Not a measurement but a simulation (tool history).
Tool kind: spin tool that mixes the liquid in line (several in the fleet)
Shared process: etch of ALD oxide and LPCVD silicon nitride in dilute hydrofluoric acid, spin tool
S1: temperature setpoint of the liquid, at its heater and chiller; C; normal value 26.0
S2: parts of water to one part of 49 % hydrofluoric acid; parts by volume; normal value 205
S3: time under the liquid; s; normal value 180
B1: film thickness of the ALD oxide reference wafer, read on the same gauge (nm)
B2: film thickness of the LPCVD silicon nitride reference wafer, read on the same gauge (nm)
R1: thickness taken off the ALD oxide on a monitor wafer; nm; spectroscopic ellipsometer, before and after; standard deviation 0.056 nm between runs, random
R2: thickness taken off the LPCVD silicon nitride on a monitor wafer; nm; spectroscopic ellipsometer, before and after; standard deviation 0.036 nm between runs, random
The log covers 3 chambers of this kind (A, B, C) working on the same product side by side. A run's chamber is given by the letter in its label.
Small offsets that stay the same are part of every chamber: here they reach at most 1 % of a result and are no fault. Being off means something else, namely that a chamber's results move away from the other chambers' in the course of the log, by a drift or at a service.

run,hour,S1,S2,S3,B1,B2,R1,R2
1C,5.8,26.0,205,180,69.992,130.00,9.4633,0.55029
2A,13.4,26.0,205,180,69.997,130.02,9.5865,0.48984
3B,19.4,26.0,205,180,70.011,130.00,9.5407,0.59526
4B,24.8,26.0,205,180,69.997,130.02,9.6371,0.54464
5C,29.8,26.0,205,180,70.020,130.04,9.5871,0.61231
6A,36.7,26.0,205,180,69.998,129.99,9.6376,0.52205
7A,41.4,26.0,110,180,70.003,129.98,20.3460,1.05920
8B,48.6,26.0,110,180,70.010,130.01,19.6040,1.06060
9C,53.4,26.0,110,180,69.996,129.98,19.5540,0.88454
10B,58.8,26.0,205,180,69.986,129.99,9.5814,0.58154
11C,66.0,26.0,205,215,70.008,129.99,11.3180,0.65549
12A,73.0,26.0,205,215,69.985,130.00,11.5290,0.64029
13A,79.3,26.0,205,215,69.995,130.02,11.4780,0.63427
14C,86.0,26.0,205,220,70.006,130.00,11.5080,0.63766
15B,92.5,26.0,205,220,70.014,129.99,11.7000,0.76663
16A,97.7,26.0,205,220,70.000,130.01,11.7590,0.67816
17C,104.9,26.0,205,180,69.991,130.02,9.4603,0.55799
18B,110.0,26.0,285,265,69.991,130.00,9.2903,0.64075
19B,114.6,26.0,285,265,70.008,130.00,9.2425,0.61392
20C,121.4,26.0,285,265,69.981,129.97,9.2938,0.58795
21A,126.1,26.0,205,180,69.982,130.03,9.6518,0.63369
22B,130.2,26.0,120,110,70.001,129.99,10.8670,0.59124
23C,134.4,26.0,120,110,69.993,130.00,10.8320,0.55455
24A,140.9,26.0,120,110,70.007,130.01,11.0980,0.62480
25C,146.9,22.5,240,180,69.992,130.02,6.9321,0.41963
26A,152.4,22.5,240,180,70.011,130.01,6.9787,0.35382
27B,157.0,22.5,240,180,70.003,130.00,6.9426,0.42381
28C,165.5,26.0,205,180,70.003,129.97,9.5608,0.63545
29A,170.2,26.0,205,180,70.008,129.96,9.6375,0.54692
30B,177.7,26.0,205,180,69.996,130.02,9.5726,0.53266
31A,184.2,26.0,205,180,70.018,130.01,9.6787,0.51837
32C,191.6,26.0,205,180,69.997,130.03,9.5532,0.59002
# hour 195.5: chamber A: hydrofluoric acid flow meter replaced
33B,200.1,26.0,205,180,69.988,129.97,9.5199,0.58789
34A,206.6,26.0,205,180,70.028,129.99,9.7708,0.53054
35B,215.1,26.0,205,180,70.000,130.04,9.4875,0.59240

Which is it: a chamber that has drifted or been left off by a service, a gauge drift common to all chambers, or only each chamber's usual small offset? If a chamber is off, name it and its likeliest cause.

Neither any chamber nor the gauge drifts; the chambers differ only by their own small, steady offsets.

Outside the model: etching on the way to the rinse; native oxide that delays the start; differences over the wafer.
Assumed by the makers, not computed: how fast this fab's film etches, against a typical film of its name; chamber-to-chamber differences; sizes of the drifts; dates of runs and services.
